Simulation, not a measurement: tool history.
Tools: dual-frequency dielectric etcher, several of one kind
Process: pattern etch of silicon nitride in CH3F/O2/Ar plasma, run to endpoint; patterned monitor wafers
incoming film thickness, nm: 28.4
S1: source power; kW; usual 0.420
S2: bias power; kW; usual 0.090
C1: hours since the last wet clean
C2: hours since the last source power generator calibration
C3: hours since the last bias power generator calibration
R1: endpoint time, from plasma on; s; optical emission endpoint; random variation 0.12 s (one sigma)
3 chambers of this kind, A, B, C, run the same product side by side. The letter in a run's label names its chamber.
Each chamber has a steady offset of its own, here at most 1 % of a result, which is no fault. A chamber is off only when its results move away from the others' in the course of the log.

| run | day | S1 | S2 | C1 | C2 | C3 | R1 |
|---|---|---|---|---|---|---|---|
| 1A | 0.467 | 0.420 | 0.090 | 232.0 | 3084.9 | 4097.6 | 37.487 |
| 2C | 0.858 | 0.420 | 0.090 | 395.0 | 1375.4 | 304.4 | 37.307 |
| 3B | 1.267 | 0.420 | 0.090 | 183.1 | 354.6 | 1703.5 | 37.257 |
| 4A | 1.654 | 0.420 | 0.090 | 260.5 | 3113.4 | 4126.1 | 37.684 |
| 5B | 1.979 | 0.420 | 0.090 | 200.2 | 371.7 | 1720.6 | 37.448 |
| 6C | 2.342 | 0.420 | 0.090 | 430.6 | 1411.0 | 340.0 | 37.260 |
| 7A | 2.871 | 0.420 | 0.090 | 289.7 | 3142.6 | 4155.3 | 37.869 |
| 8C | 3.358 | 0.420 | 0.090 | 455.0 | 1435.4 | 364.4 | 37.383 |
| 9B | 3.812 | 0.420 | 0.090 | 244.2 | 415.7 | 1764.6 | 37.325 |
| 10C | 4.225 | 0.420 | 0.090 | 475.8 | 1456.2 | 385.2 | 37.554 |
| 11A | 4.633 | 0.420 | 0.090 | 332.0 | 3184.9 | 4197.6 | 37.974 |
| 12B | 5.125 | 0.420 | 0.090 | 275.7 | 447.2 | 1796.1 | 37.272 |
| 13C | 5.533 | 0.420 | 0.090 | 507.2 | 1487.6 | 416.6 | 37.288 |
| 14B | 5.792 | 0.420 | 0.090 | 291.7 | 463.2 | 1812.1 | 37.274 |
| 15A | 6.158 | 0.420 | 0.090 | 368.6 | 3221.5 | 4234.2 | 38.262 |
|  | 6.208 | chamber C: wet clean of the chamber |
| 16C | 6.517 | 0.420 | 0.090 | 7.4 | 1511.2 | 440.2 | 37.615 |
| 17A | 7.012 | 0.420 | 0.102 | 389.1 | 3242.0 | 4254.7 | 36.439 |
| 18B | 7.333 | 0.420 | 0.102 | 328.7 | 500.2 | 1849.1 | 35.622 |
| 19C | 7.892 | 0.420 | 0.102 | 40.4 | 1544.2 | 473.2 | 35.950 |
| 20A | 8.417 | 0.420 | 0.090 | 422.8 | 3275.7 | 4288.4 | 38.864 |
| 21B | 8.675 | 0.380 | 0.079 | 360.9 | 532.4 | 1881.3 | 40.569 |
| 22C | 9.000 | 0.380 | 0.079 | 67.0 | 1570.8 | 499.8 | 40.587 |
| 23B | 9.300 | 0.380 | 0.079 | 375.9 | 547.4 | 1896.3 | 40.494 |
| 24A | 9.708 | 0.420 | 0.090 | 453.8 | 3306.7 | 4319.4 | 38.730 |
|  | 9.862 | chamber B: wet clean of the chamber |
| 25C | 10.046 | 0.390 | 0.090 | 92.1 | 1595.9 | 524.9 | 38.242 |
| 26B | 10.583 | 0.390 | 0.090 | 17.4 | 578.2 | 1927.1 | 38.215 |
| 27A | 11.058 | 0.390 | 0.090 | 486.2 | 3339.1 | 4351.8 | 40.069 |
| 28A | 11.329 | 0.420 | 0.090 | 492.7 | 3345.6 | 4358.3 | 38.807 |
| 29C | 11.617 | 0.420 | 0.090 | 129.8 | 1633.6 | 562.6 | 37.350 |
| 30B | 11.929 | 0.420 | 0.090 | 49.7 | 610.5 | 1959.4 | 37.251 |

Next, every chamber runs the same settings. What will each give?
| 31A | 12.342 | 0.480 | 0.090 |  |  |  | ? |
| 31B | 12.342 | 0.480 | 0.090 |  |  |  | ? |
| 31C | 12.342 | 0.480 | 0.090 |  |  |  | ? |

| run | R1 |
|---|---|
| 31A | 36.937 |
| 31B | 35.384 |
| 31C | 35.640 |
